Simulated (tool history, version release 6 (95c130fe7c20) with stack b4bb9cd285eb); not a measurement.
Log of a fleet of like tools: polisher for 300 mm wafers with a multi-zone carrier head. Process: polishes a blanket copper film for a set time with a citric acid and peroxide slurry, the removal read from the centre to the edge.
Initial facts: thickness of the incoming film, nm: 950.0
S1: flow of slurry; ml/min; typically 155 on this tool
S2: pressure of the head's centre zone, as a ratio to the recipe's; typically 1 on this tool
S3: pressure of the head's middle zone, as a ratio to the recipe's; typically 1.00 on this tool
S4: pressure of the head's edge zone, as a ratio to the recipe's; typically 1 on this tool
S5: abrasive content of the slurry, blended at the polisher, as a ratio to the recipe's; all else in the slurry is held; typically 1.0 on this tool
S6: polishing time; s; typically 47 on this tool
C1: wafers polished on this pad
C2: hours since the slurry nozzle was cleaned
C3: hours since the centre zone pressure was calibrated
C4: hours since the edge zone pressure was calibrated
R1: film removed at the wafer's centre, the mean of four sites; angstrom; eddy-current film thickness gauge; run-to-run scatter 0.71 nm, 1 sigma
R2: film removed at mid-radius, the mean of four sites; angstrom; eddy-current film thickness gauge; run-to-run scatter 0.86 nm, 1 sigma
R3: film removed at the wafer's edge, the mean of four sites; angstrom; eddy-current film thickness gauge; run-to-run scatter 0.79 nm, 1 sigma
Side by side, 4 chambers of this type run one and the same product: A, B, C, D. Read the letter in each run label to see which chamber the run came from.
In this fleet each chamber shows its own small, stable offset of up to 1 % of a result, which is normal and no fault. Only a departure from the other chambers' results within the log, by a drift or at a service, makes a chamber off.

run   hour   S1  S2    S3  S4   S5  S6    C1     C2     C3      C4      R1      R2      R3
 1C    6.5  155   1  1.00   1  1.0  47   128  132.2  642.6   127.1  750.61  757.53  744.00
 2A   15.9  155   1  1.00   1  1.0  47   310  192.7  977.8    78.1  734.31  739.50  767.01
 3B   21.2  155   1  1.00   1  1.0  47  1249   68.1  196.8   173.9  741.74  749.04  758.43
      23.8  -- chamber B: worn pad replaced by a new one
 4D   30.4  155   1  1.00   1  1.0  47   669  569.4  219.7   860.2  732.91  755.65  752.22
      31.0  -- chamber A: centre zone pressure recalibrated
      34.6  -- chamber D: worn pad replaced by a new one
 5B   39.2  155   1  1.00   1  1.0  47   188   86.1  214.8   191.9  763.80  760.65  759.60
 6A   45.8  155   1  1.00   1  1.0  47   675  222.6   14.9   108.0  750.75  765.53  747.37
 7D   54.2  155   1  1.00   1  1.0  47   239  593.2  243.5   884.0  737.94  746.68  730.59
      54.9  -- chamber C: worn pad replaced by a new one
 8C   65.0  155   1  1.00   1  1.0  47   123  190.7  701.1   185.6  741.97  737.27  758.23
 9A   75.5  155   1  1.00   1  1.0  47  1038  252.3   44.6   137.7  746.90  764.18  740.53
      81.8  -- chamber D: slurry nozzle cleaned
10B   83.4  155   1  1.00   1  1.0  47   727  130.3  259.0   236.1  763.55  745.78  735.17
11C   88.4  155   1  1.00   1  1.0  47   408  214.1  724.5   209.0  748.24  740.78  752.52
12D   94.9  155   1  1.08   1  0.9  47   736   13.2  284.2   924.7  725.09  796.57  741.73
     104.8  -- chamber D: worn pad replaced by a new one
13A  105.4  155   1  1.08   1  0.9  47  1402  282.2   74.5   167.6  723.63  767.71  712.76
     107.4  -- chamber B: centre zone pressure recalibrated
     110.1  -- chamber C: worn pad replaced by a new one
14D  110.6  155   1  1.08   1  0.9  47    71   28.9  299.9   940.4  731.43  776.67  726.65
     118.5  -- chamber B: worn pad replaced by a new one
15B  119.2  155   1  1.08   1  0.9  47     9  166.1   11.9   271.9  744.90  791.10  737.46
16C  128.0  155   1  1.00   1  1.1  47   219  253.7  764.1   248.6  756.60  746.71  766.32
17D  134.1  155   1  1.00   1  1.1  47   358   52.4  323.4   963.9  761.88  758.64  764.61
18A  138.9  155   1  1.00   1  1.1  47  1811  315.7  108.0   201.1  740.41  738.40  744.58
19C  145.8  155   1  1.00   1  1.1  47   436  271.5  781.9   266.4  764.43  756.04  765.91
20B  153.9  155   1  1.00   1  1.0  47   432  200.8   46.6   306.6  752.27  750.25  746.71
21D  160.2  155   1  1.00   1  1.0  47   676   78.5  349.5   990.0  741.07  742.92  761.49
22C  166.0  155   1  1.00   1  1.0  47   682  291.7  802.1   286.6  747.05  742.79  742.50
23A  171.5  155   1  1.00   1  1.0  47  2209  348.3  140.6   233.7  702.99  720.86  711.75
     172.9  -- chamber C: worn pad replaced by a new one
     178.2  -- chamber D: worn pad replaced by a new one
24B  181.0  155   1  1.00   1  1.0  47   763  227.9   73.7   333.7  754.95  746.50  756.85
     181.8  -- chamber C: edge zone pressure recalibrated
25C  188.1  155   1  1.00   1  1.0  47   185  313.8  824.2     6.3  750.20  721.44  754.74
26D  194.8  155   1  1.00   1  1.0  47   202  113.1  384.1  1024.6  755.23  750.38  752.20
27B  201.5  155   1  1.00   1  1.0  47  1013  248.4   94.2   354.2  740.15  761.99  736.87
28A  212.0  155   1  1.00   1  1.0  47  2703  388.8  181.1   274.2  704.02  698.32  692.35
29D  221.0  155   1  1.00   1  1.0  47   522  139.3  410.3  1050.8  740.69  746.58  748.87
     224.4  -- chamber C: worn pad replaced by a new one
30A  229.6  155   1  1.00   1  1.0  47  2918  406.4  198.7   291.8  688.63  697.54  692.09
31C  235.3  155   1  1.00   1  1.0  47   133  361.0  871.4    53.5  745.24  739.15  759.69
     239.5  -- chamber B: worn pad replaced by a new one
32B  246.0  155   1  1.00   1  1.0  47    80  292.9  138.7   398.7  742.99  763.33  753.78
33B  256.9  155   1  1.00   1  1.0  47   213  303.8  149.6   409.6  756.05  741.77  747.89
34C  266.6  155   1  1.00   1  1.0  47   515  392.3  902.7    84.8  754.26  758.85  767.17
35A  277.9  155   1  1.00   1  1.0  47  3508  454.7  247.0   340.1  687.42  684.15  681.27

All 4 chambers run these settings next. Forecast each chamber's results:
36A  286.0  155   1  1.00   1  1.0  47                   ?   ?   ?
36B  286.0  155   1  1.00   1  1.0  47                   ?   ?   ?
36C  286.0  155   1  1.00   1  1.0  47                   ?   ?   ?
36D  286.0  155   1  1.00   1  1.0  47                   ?   ?   ?

run      R1      R2      R3
36A  673.84  690.72  677.65
36B  762.69  749.92  754.39
36C  759.28  757.14  759.66
36D  754.77  751.96  749.60

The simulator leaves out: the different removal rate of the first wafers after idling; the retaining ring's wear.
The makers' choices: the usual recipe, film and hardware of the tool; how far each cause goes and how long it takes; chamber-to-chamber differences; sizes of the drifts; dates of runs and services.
